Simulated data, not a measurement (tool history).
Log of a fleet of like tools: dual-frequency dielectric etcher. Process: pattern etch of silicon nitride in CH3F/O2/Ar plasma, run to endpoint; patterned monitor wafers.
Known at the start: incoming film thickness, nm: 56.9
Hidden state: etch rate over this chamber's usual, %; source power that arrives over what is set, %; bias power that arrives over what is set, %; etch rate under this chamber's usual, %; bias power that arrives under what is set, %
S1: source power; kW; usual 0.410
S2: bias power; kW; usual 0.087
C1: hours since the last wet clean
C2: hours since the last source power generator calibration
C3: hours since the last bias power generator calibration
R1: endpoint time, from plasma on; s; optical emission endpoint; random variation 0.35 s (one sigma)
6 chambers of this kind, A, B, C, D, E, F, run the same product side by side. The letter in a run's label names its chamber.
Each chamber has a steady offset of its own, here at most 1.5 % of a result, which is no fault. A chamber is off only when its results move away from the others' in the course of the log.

run   hour     S1     S2     C1      C2      C3      R1
 1F   11.3  0.410  0.087   44.1  1141.8    96.9  75.032
 2A   21.0  0.410  0.087  327.9  2643.9  1973.4  75.236
 3B   32.7  0.410  0.087  230.1   922.2   443.0  76.328
      35.8  -- chamber A: wet clean of the chamber
 4E   43.1  0.410  0.087  324.0   605.8  1321.2  76.781
 5D   57.5  0.410  0.087  111.3  3455.6  4247.2  76.153
 6C   63.8  0.410  0.087  224.0   974.1   952.9  75.734
 7D   76.7  0.410  0.087  130.5  3474.8  4266.4  77.068
 8E   88.5  0.410  0.072  369.4   651.2  1366.6  81.511
      97.5  -- chamber E: wet clean of the chamber
 9A   98.5  0.410  0.072   62.7  2721.4  2050.9  80.652
10C  109.1  0.410  0.072  269.3  1019.4   998.2  81.794
11B  119.9  0.410  0.072  317.3  1009.4   530.2  81.299
     125.5  -- chamber A: source power generator calibrated
12F  128.6  0.410  0.072  161.4  1259.1   214.2  79.983
13F  139.4  0.410  0.072  172.2  1269.9   225.0  80.664
14A  152.5  0.410  0.087  116.7    27.1  2104.9  75.441
     157.3  -- chamber B: wet clean of the chamber
15D  163.5  0.410  0.087  217.3  3561.6  4353.2  76.655
16C  171.1  0.410  0.087  331.3  1081.4  1060.2  76.649
17E  179.3  0.410  0.087   81.9   742.0  1457.4  76.722
18B  189.9  0.410  0.087   32.6  1079.4   600.2  76.919
19D  196.3  0.410  0.087  250.1  3594.4  4386.0  76.113
     199.7  -- chamber D: bias power generator calibrated
20B  209.9  0.410  0.087   52.6  1099.4   620.2  76.296
21E  217.9  0.410  0.087  120.5   780.6  1496.0  76.623
22F  226.1  0.410  0.094  258.9  1356.6   311.7  72.612
23C  233.0  0.410  0.094  393.2  1143.3  1122.1  75.129
24A  240.1  0.410  0.094  204.3   114.7  2192.5  73.798
25F  246.9  0.410  0.094  279.7  1377.4   332.5  73.488
26B  255.3  0.410  0.094   98.0  1144.8   665.6  74.853
27A  265.4  0.410  0.094  229.6   140.0  2217.8  73.786
28E  279.8  0.410  0.087  182.4   842.5  1557.9  76.944
29C  289.7  0.410  0.087  449.9  1200.0  1178.8  78.094
30D  300.6  0.410  0.087  354.4  3698.7   100.9  75.578
31A  315.2  0.340  0.074  279.4   189.8  2267.6  85.782
32E  329.4  0.340  0.074  232.0   892.1  1607.5  86.592
33B  340.3  0.340  0.074  183.0  1229.8   750.6  87.092
34C  350.9  0.340  0.074  511.1  1261.2  1240.0  89.071
35D  360.0  0.340  0.074  413.8  3758.1   160.3  86.622
36F  369.3  0.340  0.074  402.1  1499.8   454.9  86.436
37C  375.9  0.500  0.096  536.1  1286.2  1265.0  70.461
     382.1  -- chamber A: wet clean of the chamber
38D  383.5  0.500  0.096  437.3  3781.6   183.8  68.811
39B  395.6  0.500  0.096  238.3  1285.1   805.9  68.980
40F  407.4  0.500  0.096  440.2  1537.9   493.0  67.685
41E  420.7  0.500  0.096  323.3   983.4  1698.8  68.998
42A  432.9  0.500  0.096   50.9   307.5  2385.3  67.606

Is one chamber off against the others, does the gauge drift, or is nothing wrong? If a chamber is off, say which, and what the likeliest cause is.

Chamber C drifts away from the others.
Cause: etch rate under this chamber's usual, % = 4.72.

Here are 4 candidates for chamber C's next run, each the usual settings with a change, their results left as question marks. Which one brings its results back in line with what the others give on the usual settings?
In line means no further than this from the other chambers' mean on the usual settings: R1 1.200 s
43C-1  443.4  0.410  0.068               ?
43C-2  443.4  0.360  0.087               ?
43C-3  443.4  0.460  0.098               ?
43C-4  443.4  0.430  0.092               ?

The other chambers' mean on the usual settings: R1 76.154 s
  run      R1
43C-1  86.675
43C-2  83.429
43C-3  72.865
43C-4  76.476
43C-4 brings the chamber back in line.
